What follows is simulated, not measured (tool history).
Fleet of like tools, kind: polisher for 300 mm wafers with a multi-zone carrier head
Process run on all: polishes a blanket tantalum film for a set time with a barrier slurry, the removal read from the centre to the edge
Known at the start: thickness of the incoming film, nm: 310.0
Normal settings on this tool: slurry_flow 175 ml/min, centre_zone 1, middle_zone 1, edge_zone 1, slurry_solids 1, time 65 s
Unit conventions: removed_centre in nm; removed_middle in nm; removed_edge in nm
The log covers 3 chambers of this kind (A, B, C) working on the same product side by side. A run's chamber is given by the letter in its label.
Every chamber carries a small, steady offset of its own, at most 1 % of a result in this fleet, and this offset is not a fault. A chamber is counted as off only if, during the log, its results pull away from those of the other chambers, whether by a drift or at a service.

run 1A hour=5.7 | slurry_flow=175 centre_zone=1 middle_zone=1 edge_zone=1 slurry_solids=1 time=65 | removed_centre=95.054 removed_middle=97.416 removed_edge=97.838
run 2B hour=10.1 | slurry_flow=175 centre_zone=1 middle_zone=1 edge_zone=1 slurry_solids=1 time=65 | removed_centre=93.959 removed_middle=96.412 removed_edge=93.887
run 3C hour=13 | slurry_flow=175 centre_zone=1 middle_zone=1 edge_zone=1 slurry_solids=1 time=65 | removed_centre=96.477 removed_middle=95.805 removed_edge=96.733
run 4B hour=16.1 | slurry_flow=175 centre_zone=1 middle_zone=1 edge_zone=1 slurry_solids=1 time=65 | removed_centre=95.006 removed_middle=94.327 removed_edge=97.029
run 5A hour=19.5 | slurry_flow=175 centre_zone=1 middle_zone=1 edge_zone=1 slurry_solids=1 time=65 | removed_centre=92.363 removed_middle=96.748 removed_edge=97.268
-- hour=22.1 chamber A: centre zone pressure recalibrated
run 6C hour=24.2 | slurry_flow=175 centre_zone=1 middle_zone=1 edge_zone=1 slurry_solids=1 time=65 | removed_centre=92.156 removed_middle=96.53 removed_edge=94.915
run 7A hour=28.5 | slurry_flow=175 centre_zone=1 middle_zone=1 edge_zone=1 slurry_solids=1 time=65 | removed_centre=95.788 removed_middle=96.276 removed_edge=95.175
run 8B hour=32.6 | slurry_flow=175 centre_zone=1 middle_zone=1 edge_zone=1 slurry_solids=1 time=65 | removed_centre=96.222 removed_middle=95.332 removed_edge=96.869
run 9C hour=37.3 | slurry_flow=175 centre_zone=1 middle_zone=1 edge_zone=1 slurry_solids=1 time=65 | removed_centre=96.339 removed_middle=95.215 removed_edge=97.138
run 10B hour=40.6 | slurry_flow=175 centre_zone=1 middle_zone=1 edge_zone=1 slurry_solids=1 time=80 | removed_centre=116.65 removed_middle=118.43 removed_edge=116.23
run 11A hour=46.8 | slurry_flow=175 centre_zone=1 middle_zone=1 edge_zone=1 slurry_solids=1 time=80 | removed_centre=119.58 removed_middle=117.48 removed_edge=119.14
run 12C hour=52.9 | slurry_flow=175 centre_zone=1 middle_zone=1 edge_zone=1 slurry_solids=1 time=80 | removed_centre=115.82 removed_middle=118.45 removed_edge=117.81
run 13C hour=57.1 | slurry_flow=175 centre_zone=1 middle_zone=1 edge_zone=1 slurry_solids=1 time=65 | removed_centre=94.514 removed_middle=95.292 removed_edge=96.25
run 14B hour=62.1 | slurry_flow=175 centre_zone=1 middle_zone=1 edge_zone=1 slurry_solids=1 time=65 | removed_centre=93.16 removed_middle=92.639 removed_edge=94.471
-- hour=62.5 chamber C: worn pad replaced by a new one
run 15A hour=65.4 | slurry_flow=175 centre_zone=1 middle_zone=1 edge_zone=1 slurry_solids=1 time=65 | removed_centre=95.824 removed_middle=96.027 removed_edge=96.801
run 16B hour=68.7 | slurry_flow=220 centre_zone=1.07 middle_zone=1 edge_zone=1 slurry_solids=1 time=65 | removed_centre=104.8 removed_middle=95.807 removed_edge=94.885
run 17C hour=73.4 | slurry_flow=220 centre_zone=1.07 middle_zone=1 edge_zone=1 slurry_solids=1 time=65 | removed_centre=107.64 removed_middle=100.08 removed_edge=99.522
run 18A hour=76.2 | slurry_flow=220 centre_zone=1.07 middle_zone=1 edge_zone=1 slurry_solids=1 time=65 | removed_centre=105.08 removed_middle=101.61 removed_edge=100.87
run 19A hour=80.6 | slurry_flow=175 centre_zone=1 middle_zone=1 edge_zone=1 slurry_solids=1 time=65 | removed_centre=94.722 removed_middle=96.758 removed_edge=97.704
run 20C hour=85 | slurry_flow=175 centre_zone=1 middle_zone=1 edge_zone=1 slurry_solids=1 time=65 | removed_centre=95.197 removed_middle=95.487 removed_edge=96.107
run 21B hour=91.2 | slurry_flow=175 centre_zone=1 middle_zone=1 edge_zone=1 slurry_solids=1 time=65 | removed_centre=90.802 removed_middle=89.38 removed_edge=92.015
run 22A hour=97.1 | slurry_flow=175 centre_zone=1 middle_zone=1 edge_zone=1 slurry_solids=1 time=65 | removed_centre=94.712 removed_middle=97.396 removed_edge=96.101
run 23B hour=100.6 | slurry_flow=175 centre_zone=1 middle_zone=1 edge_zone=1 slurry_solids=1 time=65 | removed_centre=89.857 removed_middle=89.767 removed_edge=89.719
run 24C hour=104.9 | slurry_flow=175 centre_zone=1 middle_zone=1 edge_zone=1 slurry_solids=1 time=65 | removed_centre=95.952 removed_middle=96.621 removed_edge=95.021
run 25A hour=110.6 | slurry_flow=175 centre_zone=1 middle_zone=1 edge_zone=1 slurry_solids=1 time=65 | removed_centre=96.022 removed_middle=96.396 removed_edge=98.573
run 26B hour=116.2 | slurry_flow=175 centre_zone=1 middle_zone=1 edge_zone=1 slurry_solids=1 time=65 | removed_centre=88.426 removed_middle=88.173 removed_edge=88.415

All chambers now run identical settings, listed one chamber a line with results as question marks. What results will each chamber show?
run 27A hour=120.8 | slurry_flow=175 centre_zone=1 middle_zone=1.04 edge_zone=1 slurry_solids=1 time=65 | removed_centre=? removed_middle=? removed_edge=?
run 27B hour=120.8 | slurry_flow=175 centre_zone=1 middle_zone=1.04 edge_zone=1 slurry_solids=1 time=65 | removed_centre=? removed_middle=? removed_edge=?
run 27C hour=120.8 | slurry_flow=175 centre_zone=1 middle_zone=1.04 edge_zone=1 slurry_solids=1 time=65 | removed_centre=? removed_middle=? removed_edge=?

run=27A removed_centre=95.383 removed_middle=99.268 removed_edge=95.5
run=27B removed_centre=87.719 removed_middle=91.464 removed_edge=88.357
run=27C removed_centre=94.403 removed_middle=99.979 removed_edge=95.742
